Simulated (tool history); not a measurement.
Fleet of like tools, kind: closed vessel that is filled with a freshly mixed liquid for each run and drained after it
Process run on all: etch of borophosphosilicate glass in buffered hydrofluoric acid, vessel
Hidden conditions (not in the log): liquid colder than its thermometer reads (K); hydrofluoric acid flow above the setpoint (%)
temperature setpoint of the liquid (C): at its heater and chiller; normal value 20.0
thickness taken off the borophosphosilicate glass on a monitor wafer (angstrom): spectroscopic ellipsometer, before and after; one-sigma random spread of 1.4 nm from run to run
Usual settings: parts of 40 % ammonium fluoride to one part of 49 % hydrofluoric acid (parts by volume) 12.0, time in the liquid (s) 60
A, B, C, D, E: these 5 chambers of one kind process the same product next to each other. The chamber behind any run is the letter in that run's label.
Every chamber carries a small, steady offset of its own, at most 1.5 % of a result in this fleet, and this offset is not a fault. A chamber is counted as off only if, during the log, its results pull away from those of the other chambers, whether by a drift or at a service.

run,hour,temperature setpoint of the liquid (C),parts of 40 % ammonium fluoride to one part of 49 % hydrofluoric acid (parts by volume),time in the liquid (s),hours since the thermometer was replaced,hours since the hydrofluoric acid flow meter was replaced,"read-back film thickness of the borophosphosilicate glass reference wafer, read on the same gauge (nm)",thickness taken off the borophosphosilicate glass on a monitor wafer (angstrom)
1C,7.8,20.0,12.0,60,750.0,479.5,150.02,1436.1
2D,18.9,20.0,12.0,60,161.9,329.5,150.05,1469.2
3B,29.6,20.0,12.0,60,1280.5,1969.2,149.98,1441.9
4A,40.5,20.0,12.0,60,305.4,377.2,149.99,1433.3
5E,48.6,20.0,12.0,60,2091.2,385.7,149.99,1471.1
6B,55.0,20.0,12.0,60,1305.9,1994.6,150.01,1457.5
7D,62.9,20.0,8.5,40,205.9,373.5,150.00,1327.4
8C,68.9,20.0,8.5,40,811.1,540.6,149.99,1316.4
9E,77.2,20.0,8.5,40,2119.8,414.3,150.01,1330.8
10A,88.4,20.0,8.5,40,353.3,425.1,150.01,1293.0
11B,94.2,20.0,8.5,40,1345.1,2033.8,149.97,1300.8
12E,101.6,20.0,12.0,60,2144.2,438.7,149.96,1467.4
13D,109.0,20.0,12.0,60,252.0,419.6,150.00,1475.4
14A,115.5,20.0,12.0,60,380.4,452.2,150.01,1375.3
# hour 121.4: chamber E: hydrofluoric acid flow meter replaced
15C,124.3,20.0,12.0,60,866.5,596.0,150.04,1422.9
16E,134.0,20.0,12.0,60,2176.6,12.6,150.01,1449.0
17B,141.1,20.0,12.0,60,1392.0,2080.7,150.00,1457.9
18D,148.1,20.0,12.0,60,291.1,458.7,149.98,1461.3
19C,155.4,20.0,12.0,60,897.6,627.1,150.05,1444.1
# hour 156.8: chamber B: hydrofluoric acid flow meter replaced
20A,166.6,20.0,12.0,60,431.5,503.3,149.97,1399.9
21C,177.0,20.0,12.0,60,919.2,648.7,149.97,1440.0
22A,182.8,20.0,12.0,60,447.7,519.5,150.02,1358.9
23B,193.4,22.5,12.0,60,1444.3,36.6,149.99,1673.1
24D,205.5,22.5,12.0,60,348.5,516.1,150.02,1670.8
25E,217.7,22.5,12.0,60,2260.3,96.3,149.98,1671.0
26C,227.4,22.5,12.0,60,969.6,699.1,150.00,1648.0
27E,238.9,22.5,12.0,60,2281.5,117.5,150.04,1663.7
28A,251.0,20.0,12.0,60,515.9,587.7,150.03,1325.2
29D,258.3,20.0,12.0,60,401.3,568.9,150.00,1460.1
30B,264.7,20.0,12.0,60,1515.6,107.9,150.03,1441.0
31D,276.8,20.0,12.0,60,419.8,587.4,150.00,1466.4

Each of the 5 chambers runs these same settings next. Fill in every chamber's results:
32A,285.9,20.0,10.0,60,,,,?
32B,285.9,20.0,10.0,60,,,,?
32C,285.9,20.0,10.0,60,,,,?
32D,285.9,20.0,10.0,60,,,,?
32E,285.9,20.0,10.0,60,,,,?

run,thickness taken off the borophosphosilicate glass on a monitor wafer (angstrom)
32A,1559.1
32B,1692.6
32C,1697.2
32D,1739.0
32E,1758.3

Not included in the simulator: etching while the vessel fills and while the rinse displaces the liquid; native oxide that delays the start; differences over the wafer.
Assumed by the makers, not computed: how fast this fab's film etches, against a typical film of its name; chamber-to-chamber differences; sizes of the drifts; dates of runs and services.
